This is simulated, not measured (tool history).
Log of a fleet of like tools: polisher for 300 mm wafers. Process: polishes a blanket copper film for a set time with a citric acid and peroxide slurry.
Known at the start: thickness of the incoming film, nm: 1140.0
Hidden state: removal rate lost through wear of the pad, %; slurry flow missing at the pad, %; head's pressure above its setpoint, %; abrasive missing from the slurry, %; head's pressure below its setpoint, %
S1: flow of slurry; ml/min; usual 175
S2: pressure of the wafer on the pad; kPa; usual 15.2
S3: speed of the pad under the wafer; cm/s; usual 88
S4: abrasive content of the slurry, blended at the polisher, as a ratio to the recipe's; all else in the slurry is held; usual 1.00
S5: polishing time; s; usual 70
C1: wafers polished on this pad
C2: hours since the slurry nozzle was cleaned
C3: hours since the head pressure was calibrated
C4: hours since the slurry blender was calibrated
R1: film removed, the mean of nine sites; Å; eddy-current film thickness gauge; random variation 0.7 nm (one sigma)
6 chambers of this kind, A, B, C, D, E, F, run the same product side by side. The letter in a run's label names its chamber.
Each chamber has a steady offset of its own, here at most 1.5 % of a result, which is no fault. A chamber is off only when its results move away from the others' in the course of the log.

run   hour   S1    S2   S3    S4  S5    C1     C2      C3     C4       R1
 1E    6.0  175  15.2   88  1.00  70   200  457.8   676.2  194.5   848.63
 2A   10.9  175  15.2   88  1.00  70   679   11.0    18.0  153.4   842.69
 3C   16.0  175  15.2   88  1.00  70   254   82.8   731.1   27.8   836.65
      20.0  -- chamber A: worn pad replaced by a new one
 4D   22.2  175  15.2   88  1.00  70   533  237.4    48.1   54.0   840.60
      22.4  -- chamber B: slurry blender recalibrated
      25.6  -- chamber E: slurry nozzle cleaned
 5B   26.3  175  15.2   88  1.00  70   597   83.4   217.8    3.9   828.16
 6F   32.9  175  15.2   88  1.00  70  1119  252.1   967.1   81.6   836.93
      33.1  -- chamber F: worn pad replaced by a new one
 7E   36.2  175  15.2   88  1.00  70   544   10.7   706.4  224.7   829.63
 8F   39.8  175  15.2   88  1.00  70    76  259.0   974.0   88.5   848.96
      45.2  -- chamber E: slurry blender recalibrated
 9C   45.4  175  15.2   88  1.00  70   589  112.2   760.5   57.2   847.25
      45.5  -- chamber C: worn pad replaced by a new one
10D   50.0  175  15.2   88  1.00  70   850  265.2    75.9   81.8   851.78
11B   53.5  175  15.2   88  1.00  70   908  110.6   245.0   31.1   824.68
12A   57.3  175  15.2   88  1.00  70   425   57.4    64.4  199.8   833.51
13A   63.6  175  12.4   62  1.00  70   497   63.7    70.7  206.1   486.33
14E   69.1  175  12.4   62  1.00  70   919   43.6   739.3   24.0   492.50
      71.7  -- chamber B: worn pad replaced by a new one
      74.6  -- chamber D: worn pad replaced by a new one
15B   75.1  175  12.4   62  1.00  70    39  132.2   266.6   52.7   492.00
      80.5  -- chamber A: worn pad replaced by a new one
16D   81.0  175  12.4   62  1.00  70    73  296.2   106.9  112.8   495.38
17F   87.2  175  12.4   62  1.00  70   616  306.4  1021.4  135.9   495.00
      88.2  -- chamber F: head pressure recalibrated
18C   90.8  175  12.4   62  1.00  70   516  157.6   805.9  102.6   503.02
19B   94.1  175  15.2   88  1.00  70   255  151.2   285.6   71.7   827.97
20F   98.2  175  15.2   88  1.00  70   742  317.4    10.0  146.9   826.91
      99.1  -- chamber C: worn pad replaced by a new one
21A  103.1  175  15.2   68  1.25  70   258  103.2   110.2  245.6   673.46
22D  107.7  175  15.2   68  1.25  70   377  322.9   133.6  139.5   695.97
     108.3  -- chamber E: worn pad replaced by a new one
23C  114.0  175  15.2   68  1.25  70   169  180.8   829.1  125.8   698.96
24E  118.0  175  15.2   68  1.25  70   111   92.5   788.2   72.9   682.91
     120.6  -- chamber F: worn pad replaced by a new one
25D  121.7  175  15.2   68  1.25  70   537  336.9   147.6  153.5   690.83
     126.1  -- chamber C: slurry blender recalibrated
26C  126.3  175  15.2   68  1.25  70   310  193.1   841.4    0.2   689.94
     128.3  -- chamber A: slurry blender recalibrated
     132.1  -- chamber F: slurry nozzle cleaned
27B  133.5  175  15.2   88  1.00  70   705  190.6   325.0  111.1   836.96
28A  138.1  175  15.2   88  1.00  70   657  138.2   145.2    9.8   831.93
     142.7  -- chamber D: slurry nozzle cleaned
     144.0  -- chamber A: worn pad replaced by a new one
29F  145.0  175  15.2   88  1.00  70   278   12.9    56.8  193.7   842.76
30E  151.0  175  15.2  108  1.15  70   487  125.5   821.2  105.9  1065.30
     155.3  -- chamber C: worn pad replaced by a new one
31D  156.7  175  15.2  108  1.15  70   936   14.0   182.6  188.5  1059.80
32C  161.1  175  15.2  108  1.15  70    66  227.9   876.2   35.0  1049.40
33E  166.0  175  15.2  108  1.15  70   658  140.5   836.2  120.9  1048.80
     166.8  -- chamber B: worn pad replaced by a new one
34F  172.9  175  15.2  108  1.15  70   596   40.8    84.7  221.6  1063.80
35A  177.0  175  15.2  108  1.15  70   377  177.1   184.1   48.7  1047.00
36B  183.5  120  18.6   88  1.00  70   190  240.6   375.0  161.1   959.24
37E  188.7  120  18.6   88  1.00  70   917  163.2   858.9  143.6   965.65

What goes on in this fleet: one chamber off, a drifting gauge, or nothing beyond the chambers' own small offsets? Name the chamber and the cause, if any.

No chamber stands off beyond its own small offset, and the gauge holds steady.
